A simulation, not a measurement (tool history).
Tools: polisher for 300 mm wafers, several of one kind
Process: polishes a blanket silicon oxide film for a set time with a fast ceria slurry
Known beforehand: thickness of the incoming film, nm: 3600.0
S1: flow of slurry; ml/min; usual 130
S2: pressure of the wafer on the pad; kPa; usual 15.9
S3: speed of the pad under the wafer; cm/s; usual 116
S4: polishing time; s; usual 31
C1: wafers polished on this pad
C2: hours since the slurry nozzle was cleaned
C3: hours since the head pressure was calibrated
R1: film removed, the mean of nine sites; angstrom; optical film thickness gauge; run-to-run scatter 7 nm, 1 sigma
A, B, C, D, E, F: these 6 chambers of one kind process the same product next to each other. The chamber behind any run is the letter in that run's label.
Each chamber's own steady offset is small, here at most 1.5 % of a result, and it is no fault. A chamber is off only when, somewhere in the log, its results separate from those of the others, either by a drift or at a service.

At hour 3: chamber C: worn pad replaced by a new one.
Run 1D, hour 3.1: usual settings; C1 691; C2 28; C3 209.5. Result: R1 5618 angstrom.
At hour 3.2: chamber E: worn pad replaced by a new one.
Run 2E, hour 7.7: usual settings; C1 60; C2 13.4; C3 496.4. Result: R1 5462.1 angstrom.
Run 3F, hour 11.2: usual settings; C1 655; C2 218.8; C3 566.2. Result: R1 5548.9 angstrom.
At hour 14.6: chamber B: worn pad replaced by a new one.
At hour 15.1: chamber D: worn pad replaced by a new one.
Run 4C, hour 16.3: usual settings; C1 179; C2 305.3; C3 247.7. Result: R1 5507.4 angstrom.
Run 5A, hour 20.4: usual settings; C1 921; C2 160; C3 333.6. Result: R1 5743.6 angstrom.
Run 6B, hour 25.3: usual settings; C1 144; C2 330.4; C3 617.5. Result: R1 5730.6 angstrom.
Run 7A, hour 28.9: usual settings; C1 1036; C2 168.5; C3 342.1. Result: R1 5446 angstrom.
Run 8D, hour 32.7: usual settings; C1 237; C2 57.6; C3 239.1. Result: R1 5659 angstrom.
Run 9E, hour 35.7: usual settings; C1 438; C2 41.4; C3 524.4. Result: R1 5494.3 angstrom.
Run 10F, hour 39.7: usual settings; C1 1039; C2 247.3; C3 594.7. Result: R1 5566.5 angstrom.
Run 11C, hour 45.2: usual settings; C1 569; C2 334.2; C3 276.6. Result: R1 5565.2 angstrom.
At hour 47.3: chamber E: worn pad replaced by a new one.
Run 12B, hour 49.6: usual settings but S3 154 cm/s; C1 472; C2 354.7; C3 641.8. Result: R1 7265.2 angstrom.
At hour 50.6: chamber B: slurry nozzle cleaned.
Run 13D, hour 52.7: usual settings but S3 154 cm/s; C1 507; C2 77.6; C3 259.1. Result: R1 7458.9 angstrom.
Run 14E, hour 56.4: usual settings but S3 154 cm/s; C1 123; C2 62.1; C3 545.1. Result: R1 7406.9 angstrom.
At hour 59.6: chamber F: worn pad replaced by a new one.
Run 15F, hour 59.7: usual settings but S3 154 cm/s; C1 2; C2 267.3; C3 614.7. Result: R1 7236.7 angstrom.
At hour 61: chamber A: worn pad replaced by a new one.
Run 16A, hour 62.8: usual settings but S3 154 cm/s; C1 24; C2 202.4; C3 376. Result: R1 7381 angstrom.
At hour 65.4: chamber D: worn pad replaced by a new one.
Run 17B, hour 65.7: usual settings but S3 154 cm/s; C1 689; C2 15.2; C3 657.9. Result: R1 7357.5 angstrom.
At hour 66.4: chamber B: worn pad replaced by a new one.
Run 18C, hour 71.3: usual settings but S3 86 cm/s; C1 921; C2 360.3; C3 302.7. Result: R1 4138.9 angstrom.
Run 19D, hour 74.3: usual settings but S3 86 cm/s; C1 120; C2 99.2; C3 280.7. Result: R1 4154.9 angstrom.
Run 20E, hour 79: usual settings but S3 86 cm/s; C1 427; C2 84.7; C3 567.7. Result: R1 4147.1 angstrom.
Run 21B, hour 81.5: usual settings but S3 86 cm/s; C1 204; C2 31; C3 673.7. Result: R1 4179.9 angstrom.
Run 22A, hour 84.5: usual settings but S3 86 cm/s; C1 316; C2 224.1; C3 397.7. Result: R1 4006.8 angstrom.
Run 23F, hour 88.5: usual settings but S3 86 cm/s; C1 390; C2 296.1; C3 643.5. Result: R1 4021.7 angstrom.
Run 24C, hour 92.3: usual settings; C1 1204; C2 381.3; C3 323.7. Result: R1 5528.5 angstrom.
Run 25A, hour 94.9: usual settings; C1 456; C2 234.5; C3 408.1. Result: R1 5370.1 angstrom.
At hour 95.1: chamber E: worn pad replaced by a new one.
Run 26C, hour 99.2: usual settings; C1 1297; C2 388.2; C3 330.6. Result: R1 5535.7 angstrom.
Run 27D, hour 103.4: usual settings; C1 512; C2 128.3; C3 309.8. Result: R1 5650.3 angstrom.
Run 28B, hour 106.6: usual settings but S2 17.9 kPa, S3 92 cm/s; C1 542; C2 56.1; C3 698.8. Result: R1 5020.9 angstrom.
Run 29E, hour 111.3: usual settings but S2 17.9 kPa, S3 92 cm/s; C1 219; C2 117; C3 600. Result: R1 4976.5 angstrom.
Run 30F, hour 116.2: usual settings but S2 17.9 kPa, S3 92 cm/s; C1 763; C2 323.8; C3 671.2. Result: R1 5007.6 angstrom.
At hour 118.6: chamber C: worn pad replaced by a new one.
At hour 119.2: chamber B: worn pad replaced by a new one.
At hour 119.3: chamber D: worn pad replaced by a new one.
Run 31A, hour 120.7: usual settings but S2 17.9 kPa, S3 92 cm/s; C1 804; C2 260.3; C3 433.9. Result: R1 4813.1 angstrom.
Run 32C, hour 123.8: usual settings but S2 17.9 kPa, S3 92 cm/s; C1 70; C2 412.8; C3 355.2. Result: R1 4992.8 angstrom.
At hour 126: chamber C: slurry nozzle cleaned.
Run 33D, hour 128.4: usual settings but S2 17.9 kPa, S3 92 cm/s; C1 123; C2 153.3; C3 334.8. Result: R1 4982.8 angstrom.
Run 34E, hour 132.1: usual settings; C1 499; C2 137.8; C3 620.8. Result: R1 5531.5 angstrom.
Run 35F, hour 135.1: usual settings; C1 1018; C2 342.7; C3 690.1. Result: R1 5507.6 angstrom.
Run 36B, hour 140.2: usual settings; C1 283; C2 89.7; C3 732.4. Result: R1 5473.7 angstrom.
Run 37C, hour 142.6: usual settings; C1 323; C2 16.6; C3 374. Result: R1 5503.9 angstrom.
Run 38D, hour 146.5: usual settings; C1 367; C2 171.4; C3 352.9. Result: R1 5588.3 angstrom.
Run 39B, hour 149.2: usual settings; C1 405; C2 98.7; C3 741.4. Result: R1 5537.1 angstrom.

Predict what each chamber gives when all 6 of them run the settings below next.
Run 40A, hour 153.1: usual settings. Result: R1 ?.
Run 40B, hour 153.1: usual settings. Result: R1 ?.
Run 40C, hour 153.1: usual settings. Result: R1 ?.
Run 40D, hour 153.1: usual settings. Result: R1 ?.
Run 40E, hour 153.1: usual settings. Result: R1 ?.
Run 40F, hour 153.1: usual settings. Result: R1 ?.

run      R1
40A  5119.7
40B  5676.7
40C  5465.2
40D  5614.6
40E  5538.1
40F  5612.3

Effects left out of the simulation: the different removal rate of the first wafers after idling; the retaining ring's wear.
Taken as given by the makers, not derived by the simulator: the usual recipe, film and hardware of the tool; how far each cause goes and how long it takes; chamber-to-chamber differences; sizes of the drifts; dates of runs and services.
